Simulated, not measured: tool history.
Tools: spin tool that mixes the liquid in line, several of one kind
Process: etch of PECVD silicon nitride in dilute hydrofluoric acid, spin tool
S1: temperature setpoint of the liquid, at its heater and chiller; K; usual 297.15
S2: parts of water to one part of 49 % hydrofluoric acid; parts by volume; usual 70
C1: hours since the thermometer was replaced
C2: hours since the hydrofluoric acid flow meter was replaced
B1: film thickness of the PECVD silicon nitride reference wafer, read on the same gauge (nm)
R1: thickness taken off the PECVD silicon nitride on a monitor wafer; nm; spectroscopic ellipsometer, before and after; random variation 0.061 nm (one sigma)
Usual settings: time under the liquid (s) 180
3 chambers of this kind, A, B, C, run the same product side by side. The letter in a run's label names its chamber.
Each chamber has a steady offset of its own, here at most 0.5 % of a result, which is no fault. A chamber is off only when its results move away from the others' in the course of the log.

run 1A hour=4.9 | S1=297.15 S2=70 time_under_the_liquid_(s)=180 | C1=1069.6 C2=298 | B1=30.007 | R1=12.406
run 2B hour=13 | S1=297.15 S2=70 time_under_the_liquid_(s)=180 | C1=1243.8 C2=369.1 | B1=30.01 | R1=12.315
run 3C hour=21.7 | S1=297.15 S2=70 time_under_the_liquid_(s)=180 | C1=474.7 C2=276.1 | B1=29.991 | R1=12.429
run 4B hour=27.7 | S1=297.15 S2=70 time_under_the_liquid_(s)=180 | C1=1258.5 C2=383.8 | B1=30.002 | R1=12.219
run 5A hour=36.7 | S1=297.15 S2=70 time_under_the_liquid_(s)=180 | C1=1101.4 C2=329.8 | B1=29.995 | R1=12.372
run 6C hour=41.4 | S1=297.15 S2=70 time_under_the_liquid_(s)=180 | C1=494.4 C2=295.8 | B1=29.986 | R1=12.418
run 7B hour=49.1 | S1=297.15 S2=70 time_under_the_liquid_(s)=180 | C1=1279.9 C2=405.2 | B1=29.983 | R1=12.305
run 8A hour=57.5 | S1=293.65 S2=70 time_under_the_liquid_(s)=255 | C1=1122.2 C2=350.6 | B1=30.004 | R1=13.884
run 9C hour=64.5 | S1=293.65 S2=70 time_under_the_liquid_(s)=255 | C1=517.5 C2=318.9 | B1=30 | R1=13.783
run 10B hour=73 | S1=293.65 S2=70 time_under_the_liquid_(s)=255 | C1=1303.8 C2=429.1 | B1=30.016 | R1=13.719
run 11A hour=79.5 | S1=297.15 S2=35 time_under_the_liquid_(s)=135 | C1=1144.2 C2=372.6 | B1=29.997 | R1=18.203
run 12C hour=84.2 | S1=297.15 S2=35 time_under_the_liquid_(s)=135 | C1=537.2 C2=338.6 | B1=30.015 | R1=17.98
run 13B hour=90 | S1=297.15 S2=35 time_under_the_liquid_(s)=135 | C1=1320.8 C2=446.1 | B1=30.003 | R1=18.035
run 14C hour=96.9 | S1=299.15 S2=70 time_under_the_liquid_(s)=180 | C1=549.9 C2=351.3 | B1=30.01 | R1=14.228
run 15A hour=104.6 | S1=299.15 S2=70 time_under_the_liquid_(s)=180 | C1=1169.3 C2=397.7 | B1=30 | R1=13.75
run 16A hour=109.9 | S1=299.15 S2=70 time_under_the_liquid_(s)=180 | C1=1174.6 C2=403 | B1=29.98 | R1=13.666
run 17C hour=116.4 | S1=297.15 S2=70 time_under_the_liquid_(s)=180 | C1=569.4 C2=370.8 | B1=30 | R1=12.466
run 18B hour=120.8 | S1=297.15 S2=70 time_under_the_liquid_(s)=180 | C1=1351.6 C2=476.9 | B1=29.999 | R1=12.287
run 19A hour=127.2 | S1=297.15 S2=70 time_under_the_liquid_(s)=180 | C1=1191.9 C2=420.3 | B1=30.012 | R1=11.87
run 20B hour=133.2 | S1=297.15 S2=70 time_under_the_liquid_(s)=180 | C1=1364 C2=489.3 | B1=30.016 | R1=12.352
run 21C hour=142.8 | S1=297.15 S2=70 time_under_the_liquid_(s)=180 | C1=595.8 C2=397.2 | B1=30.006 | R1=12.464
run 22A hour=147 | S1=297.15 S2=70 time_under_the_liquid_(s)=180 | C1=1211.7 C2=440.1 | B1=29.994 | R1=11.8
run 23B hour=154.4 | S1=300.65 S2=70 time_under_the_liquid_(s)=180 | C1=1385.2 C2=510.5 | B1=29.997 | R1=15.702
run 24C hour=163.4 | S1=300.65 S2=70 time_under_the_liquid_(s)=180 | C1=616.4 C2=417.8 | B1=29.983 | R1=15.655

All 3 chambers run these settings next. Forecast each chamber's results:
run 25A hour=170.3 | S1=297.15 S2=70 time_under_the_liquid_(s)=180 | R1=?
run 25B hour=170.3 | S1=297.15 S2=70 time_under_the_liquid_(s)=180 | R1=?
run 25C hour=170.3 | S1=297.15 S2=70 time_under_the_liquid_(s)=180 | R1=?

run=25A R1=11.538
run=25B R1=12.309
run=25C R1=12.511

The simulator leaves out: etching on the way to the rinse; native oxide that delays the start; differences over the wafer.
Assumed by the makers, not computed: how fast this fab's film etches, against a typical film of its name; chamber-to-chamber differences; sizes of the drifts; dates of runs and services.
